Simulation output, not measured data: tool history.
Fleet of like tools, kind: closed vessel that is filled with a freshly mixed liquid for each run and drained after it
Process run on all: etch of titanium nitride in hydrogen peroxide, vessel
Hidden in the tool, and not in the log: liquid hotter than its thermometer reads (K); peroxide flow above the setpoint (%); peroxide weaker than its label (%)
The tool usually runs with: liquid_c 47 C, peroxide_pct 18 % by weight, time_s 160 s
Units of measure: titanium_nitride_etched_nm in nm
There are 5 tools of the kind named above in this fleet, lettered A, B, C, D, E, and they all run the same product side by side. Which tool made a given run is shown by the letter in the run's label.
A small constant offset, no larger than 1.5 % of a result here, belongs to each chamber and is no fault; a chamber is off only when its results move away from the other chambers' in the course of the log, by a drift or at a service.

run	hour	liquid_c	peroxide_pct	time_s	hours since the thermometer was replaced	hours since the peroxide flow meter was replaced	hours since the drum of peroxide was connected	read-back film thickness of the titanium nitride reference wafer, read on the same gauge (nm)	titanium_nitride_etched_nm
1D	5.6	47	18	160	341.7	179	286.7	29.97	8.6168
2B	12.5	47	18	160	392.9	165.6	400.2	29.972	8.5678
3C	20.2	47	18	160	404.3	562	313.5	30.05	8.6439
4A	28.2	47	18	160	1696.5	1044.8	349.5	30.035	8.5302
5E	37.2	47	18	160	146.3	228.9	113.2	30.033	8.5783
6B	45.6	47	18	160	426	198.7	433.3	30.02	8.6136
7D	50.6	47	18	160	386.7	224	331.7	29.989	8.6383
8A	58.8	47	18	160	1727.1	1075.4	380.1	30.001	8.5222
9E	67.3	47	18	160	176.4	259	143.3	30.01	8.5804
10C	72.2	47	18	160	456.3	614	365.5	29.971	8.6647
11C	80	47	18	160	464.1	621.8	373.3	30.028	8.6941
12B	88.6	47	18	160	469	241.7	476.3	29.982	8.5361
13A	93.7	47	18	160	1762	1110.3	415	30.014	8.5599
14E	97.8	47	18	160	206.9	289.5	173.8	30.029	8.6
15D	102	47	18	160	438.1	275.4	383.1	29.989	8.7091
16A	107.3	47	18	160	1775.6	1123.9	428.6	30.001	8.545
17C	114.6	47	18	160	498.7	656.4	407.9	30.032	8.6224
18D	120.2	47	18	160	456.3	293.6	401.3	30.027	8.6664
19E	128.5	47	18	160	237.6	320.2	204.5	30.063	8.6519
# hour 131.5: chamber C: thermometer replaced
# hour 136.7: chamber C: new drum of peroxide connected
20B	137.3	47	18	160	517.7	290.4	525	30.022	8.5729
21C	145.9	47	18	160	14.4	687.7	9.2	29.964	8.6079
22A	150	47	18	160	1818.3	1166.6	471.3	29.942	8.5631
# hour 152: chamber D: new drum of peroxide connected
23D	154.3	47	18	160	490.4	327.7	2.3	29.994	8.7167
# hour 158.2: chamber B: new drum of peroxide connected
24E	162.7	47	18	160	271.8	354.4	238.7	30.026	8.6012
25B	169.3	47	18	160	549.7	322.4	11.2	30.003	8.6183
26B	176.4	47	18	160	556.8	329.5	18.3	30.006	8.647
27C	185.2	47	18	160	53.7	727	48.5	30.007	8.6699
# hour 192.6: chamber A: thermometer replaced
28D	193	47	18	160	529.1	366.4	41	30.043	8.8024
29E	199.1	47	18	160	308.2	390.8	275.1	29.971	8.5483
30A	205.5	47	18	220	12.9	1222.1	526.8	29.961	11.741
31C	213.7	47	18	220	82.2	755.5	77	29.977	11.879

Has any chamber moved away from the others, gradually or after a service, or does the common gauge drift, or do the chambers differ only by their own small steady offsets? State the chamber and the most likely cause if one applies.

Little by little, chamber D moves away from the other chambers.
Most likely cause: liquid hotter than its thermometer reads (K) = 0.287.
From this log alone, it may not be told apart from: peroxide flow above the setpoint (%).

Below are 4 candidate recipes for chamber D's next run, each the usual settings with a change, their results shown as question marks. Which of them brings D's results back in line with what the other chambers give on the usual settings?
In line here means within this much of the mean the other chambers give on the usual settings: titanium_nitride_etched_nm 0.11 nm
32D-1	220.2	47	18	150					?
32D-2	220.2	47	24	160					?
32D-3	220.2	47	18	165					?
32D-4	220.2	47	15.5	160					?

Other chambers, usual settings, mean: titanium_nitride_etched_nm 8.5947 nm
run	titanium_nitride_etched_nm
32D-1	8.2855
32D-2	9.3939
32D-3	9.114
32D-4	8.5667
Change 32D-4 lands the chamber within the allowed miss of the other chambers.

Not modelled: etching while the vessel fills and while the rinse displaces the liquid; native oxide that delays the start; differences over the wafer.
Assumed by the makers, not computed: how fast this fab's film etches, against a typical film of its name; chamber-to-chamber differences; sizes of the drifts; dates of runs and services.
